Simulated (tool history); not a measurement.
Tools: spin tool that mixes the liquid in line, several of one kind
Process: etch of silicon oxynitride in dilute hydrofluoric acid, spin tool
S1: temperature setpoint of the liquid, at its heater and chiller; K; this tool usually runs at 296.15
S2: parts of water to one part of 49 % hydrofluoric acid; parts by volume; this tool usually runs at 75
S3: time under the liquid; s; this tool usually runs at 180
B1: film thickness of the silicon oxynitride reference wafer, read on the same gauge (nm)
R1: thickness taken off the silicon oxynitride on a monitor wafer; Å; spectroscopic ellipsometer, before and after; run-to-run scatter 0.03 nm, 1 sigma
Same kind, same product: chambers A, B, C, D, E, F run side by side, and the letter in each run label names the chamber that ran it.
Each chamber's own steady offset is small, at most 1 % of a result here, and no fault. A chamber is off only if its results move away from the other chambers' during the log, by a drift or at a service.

Run 1C, day 0.271: usual settings; B1 29.99. Result: R1 33.734 Å.
Run 2F, day 0.525: usual settings; B1 30.024. Result: R1 34.322 Å.
Run 3E, day 1.033: usual settings; B1 29.998. Result: R1 34.066 Å.
Run 4D, day 1.375: usual settings; B1 30.009. Result: R1 33.833 Å.
At day 1.412: chamber E: hydrofluoric acid flow meter replaced.
Run 5A, day 1.708: usual settings; B1 30.016. Result: R1 34.231 Å.
At day 1.792: chamber F: hydrofluoric acid flow meter replaced.
Run 6B, day 2.046: usual settings; B1 30.018. Result: R1 34.011 Å.
Run 7F, day 2.458: usual settings; B1 30.05. Result: R1 33.694 Å.
Run 8E, day 2.788: usual settings; B1 30.031. Result: R1 33.782 Å.
Run 9C, day 3.354: usual settings but S2 105 parts by volume, S3 85 s; B1 30.017. Result: R1 11.105 Å.
Run 10A, day 3.667: usual settings but S2 105 parts by volume, S3 85 s; B1 29.992. Result: R1 11.179 Å.
Run 11D, day 4.092: usual settings but S2 105 parts by volume, S3 85 s; B1 30.011. Result: R1 11.133 Å.
Run 12B, day 4.496: usual settings but S2 105 parts by volume, S3 85 s; B1 29.968. Result: R1 11.142 Å.
Run 13F, day 4.892: usual settings but S2 105 parts by volume, S3 85 s; B1 30.014. Result: R1 11.23 Å.
Run 14A, day 5.188: usual settings but S2 105 parts by volume, S3 85 s; B1 30.038. Result: R1 11.036 Å.
Run 15B, day 5.721: usual settings but S1 300.65 K; B1 30.01. Result: R1 42.169 Å.
Run 16E, day 6.146: usual settings but S1 300.65 K; B1 29.997. Result: R1 42.696 Å.
Run 17D, day 6.604: usual settings but S1 300.65 K; B1 29.99. Result: R1 41.754 Å.
Run 18C, day 7.179: usual settings but S1 300.65 K; B1 30.058. Result: R1 42.021 Å.
Run 19B, day 7.55: usual settings but S1 300.65 K; B1 29.954. Result: R1 42.593 Å.
At day 7.888: chamber A: thermometer replaced.
At day 7.892: chamber C: hydrofluoric acid flow meter replaced.
Run 20A, day 7.896: usual settings but S1 300.65 K; B1 29.925. Result: R1 41.957 Å.
Run 21D, day 8.154: usual settings; B1 29.982. Result: R1 35.035 Å.
Run 22F, day 8.471: usual settings; B1 29.993. Result: R1 33.685 Å.
Run 23E, day 8.967: usual settings; B1 30.025. Result: R1 33.44 Å.
At day 8.996: chamber C: thermometer replaced.
Run 24C, day 9.442: usual settings; B1 30.051. Result: R1 33.268 Å.
At day 9.9: chamber B: thermometer replaced.
Run 25A, day 9.904: usual settings; B1 29.967. Result: R1 34.1 Å.
Run 26F, day 10.35: usual settings; B1 29.982. Result: R1 34.049 Å.
Run 27B, day 10.621: usual settings but S1 293.65 K, S2 60 parts by volume; B1 30.05. Result: R1 37.352 Å.
At day 10.654: chamber A: hydrofluoric acid flow meter replaced.
Run 28C, day 11.125: usual settings but S1 293.65 K, S2 60 parts by volume; B1 29.995. Result: R1 37.63 Å.
Run 29D, day 11.496: usual settings but S1 293.65 K, S2 60 parts by volume; B1 30.017. Result: R1 39.784 Å.
At day 11.954: chamber F: thermometer replaced.
Run 30E, day 12.05: usual settings but S1 293.65 K, S2 60 parts by volume; B1 30.014. Result: R1 38.236 Å.
Run 31C, day 12.312: usual settings but S1 293.65 K, S2 60 parts by volume; B1 29.948. Result: R1 37.868 Å.
Run 32D, day 12.858: usual settings but S1 293.65 K, S2 60 parts by volume; B1 29.994. Result: R1 40.487 Å.
Run 33B, day 13.358: usual settings; B1 29.972. Result: R1 33.983 Å.
Run 34F, day 13.629: usual settings; B1 30.003. Result: R1 33.794 Å.
Run 35A, day 13.912: usual settings; B1 30.004. Result: R1 34.292 Å.
Run 36E, day 14.458: usual settings but S1 291.65 K, S3 240 s; B1 30.024. Result: R1 36.399 Å.
Run 37A, day 14.883: usual settings but S1 291.65 K, S3 240 s; B1 29.998. Result: R1 36.092 Å.
Run 38B, day 15.396: usual settings but S1 291.65 K, S3 240 s; B1 30.029. Result: R1 35.878 Å.
Run 39F, day 15.779: usual settings but S1 291.65 K, S3 240 s; B1 29.977. Result: R1 36.164 Å.
Run 40D, day 16.162: usual settings but S1 291.65 K, S3 240 s; B1 29.961. Result: R1 40.078 Å.
Run 41E, day 16.496: usual settings but S1 291.65 K, S3 240 s; B1 29.977. Result: R1 36.03 Å.

Does one chamber stand apart from the rest, does the shared gauge drift, or is all well apart from small per-chamber offsets? Give the chamber and the most likely cause, where there is one.

Chamber D drifts away from the others.
Likeliest cause: liquid hotter than its thermometer reads (K) = 1.94.
The log may not tell that from: hydrofluoric acid flow above the setpoint (%).

Chamber D could run next with any of the 4 candidate recipes listed below; each alters the usual settings, and their results appear as question marks. Which one brings its results back in line with what the other chambers deliver on the usual settings?
In line here means within this much of the mean the other chambers give on the usual settings: R1 1 Å
Run 42D-1, day 16.904: usual settings but S1 296.65 K, S2 70 parts by volume, S3 195 s. Result: R1 ?.
Run 42D-2, day 16.904: usual settings but S3 195 s. Result: R1 ?.
Run 42D-3, day 16.904: usual settings but S3 165 s. Result: R1 ?.
Run 42D-4, day 16.904: usual settings but S1 292.65 K. Result: R1 ?.

The other chambers' mean on the usual settings: R1 33.839 Å
  run      R1
42D-1  44.401
42D-2  40.261
42D-3  34.067
42D-4  31.458
42D-3 puts the chamber back in line with the other chambers.
